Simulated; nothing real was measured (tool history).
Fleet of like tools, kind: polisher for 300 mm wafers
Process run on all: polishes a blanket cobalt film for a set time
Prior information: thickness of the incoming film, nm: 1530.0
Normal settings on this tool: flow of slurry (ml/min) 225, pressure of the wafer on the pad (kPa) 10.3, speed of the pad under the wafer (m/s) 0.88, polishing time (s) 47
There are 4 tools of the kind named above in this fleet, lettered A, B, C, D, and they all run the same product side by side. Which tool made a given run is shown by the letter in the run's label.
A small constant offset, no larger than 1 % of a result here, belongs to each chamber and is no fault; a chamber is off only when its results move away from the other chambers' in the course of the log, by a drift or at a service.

run	hour	flow of slurry (ml/min)	pressure of the wafer on the pad (kPa)	speed of the pad under the wafer (m/s)	polishing time (s)	film removed (angstrom)
1A	9.8	225	10.3	0.88	47	1907.8
# hour 12.9: chamber D: head pressure recalibrated
# hour 16: chamber D: worn pad replaced by a new one
2C	16.4	225	10.3	0.88	47	1866.4
3B	25.6	225	10.3	0.88	47	1856.3
# hour 36.6: chamber A: worn pad replaced by a new one
4D	36.6	225	10.3	0.88	47	1912.6
5C	43.2	225	10.3	0.88	41	1617.1
# hour 47.9: chamber C: worn pad replaced by a new one
6B	53.2	225	10.3	0.88	41	1637.2
# hour 58.8: chamber B: slurry nozzle cleaned
7A	61.6	225	10.3	0.88	41	1660.9
# hour 62.8: chamber B: worn pad replaced by a new one
8D	73	225	10.3	0.88	41	1627.5
9C	79.2	225	10.3	0.88	47	1829.6
10A	90.1	225	10.3	0.88	47	1810.4
11B	96.6	225	10.3	0.88	47	1805
12D	105.6	225	10.3	0.88	47	1810.6
# hour 116.6: chamber D: worn pad replaced by a new one
13A	117.8	225	10.3	0.88	47	1931.4
14C	125.9	225	10.3	0.88	47	1901.9
15D	132.6	225	10.3	0.88	47	1856.7
16B	144.5	225	10.3	0.88	47	1861.6
# hour 146.4: chamber A: worn pad replaced by a new one
17C	151.1	225	10.3	0.88	47	1868.1
18B	160.9	225	10.3	0.88	47	1849.3
19A	169	225	10.3	0.88	47	1920.6
20D	175.2	225	8.3	0.76	47	1271.8
# hour 180.5: chamber C: worn pad replaced by a new one
21B	183.1	225	8.3	0.76	47	1273.5
# hour 183.5: chamber B: worn pad replaced by a new one
22C	193.3	225	8.3	0.76	47	1287.4
23A	204.2	225	8.3	0.76	47	1295.3
24D	217.1	225	10.3	0.88	47	1858
25C	222.7	225	10.3	0.88	47	1868.9
# hour 224.6: chamber D: worn pad replaced by a new one
# hour 225.7: chamber A: head pressure recalibrated
26D	229.1	225	10.3	0.88	47	1906.3
# hour 237.7: chamber B: head pressure recalibrated
27A	240.7	225	10.3	0.88	47	1839.4
28B	248.5	225	10.3	0.88	47	2017.8
# hour 252: chamber A: worn pad replaced by a new one
29B	261	225	10.3	0.88	47	1994.1
# hour 263.6: chamber C: head pressure recalibrated
30A	273.4	225	10.3	0.88	47	1895.9
# hour 279: chamber B: worn pad replaced by a new one
31D	282.4	225	10.3	0.88	47	1870.8
32C	292.8	225	10.3	0.88	47	1837.7
33B	302.1	225	10.3	0.88	47	2023.6
# hour 307.7: chamber C: worn pad replaced by a new one
34D	312.9	225	10.3	1.16	37	1960.7
# hour 313.2: chamber D: worn pad replaced by a new one
35C	322.4	225	10.3	1.16	37	1933.9
36A	329.7	225	10.3	1.16	37	1967.3
37C	336.5	225	10.3	1.16	37	1935.5
38B	344.1	225	10.3	0.88	47	2022.4
39A	352.3	225	10.3	0.88	47	1841.7
40D	361.2	225	10.3	0.88	47	1868.7
# hour 365.7: chamber A: worn pad replaced by a new one
41A	373.7	225	10.3	0.88	47	1892.5
42C	381.5	225	10.3	0.88	47	1849.7
# hour 391.7: chamber B: worn pad replaced by a new one
43B	393.9	225	10.3	0.88	47	1994.1
44D	405	225	10.3	1.02	52	2359.7

Decide between three cases: one chamber stands off from its peers, the gauge reading all wafers drifts, or nothing is wrong past each chamber's small offset. Where a chamber is off, say which and what most likely put it there.

The work done on chamber B during a service left it standing apart from the others.
Most likely cause: head's pressure above its setpoint, % = 7.78.

Here are 4 candidates for chamber B's next run, each the usual settings with a change, their results left as question marks. Which one brings its results back in line with what the others give on the usual settings?
In line here means within this much of the mean the other chambers give on the usual settings: film removed (angstrom) 97
45B-1	414.2	225	10.3	0.9	49	?
45B-2	414.2	225	11	0.92	50	?
45B-3	414.2	225	9.7	0.84	44	?
45B-4	414.2	225	10.3	0.84	45	?

Other chambers, usual settings, mean: film removed (angstrom) 1865.9
run	film removed (angstrom)
45B-1	2129.2
45B-2	2371.6
45B-3	1662.8
45B-4	1824
45B-4 is the one that brings the chamber's results back in line with the other chambers.
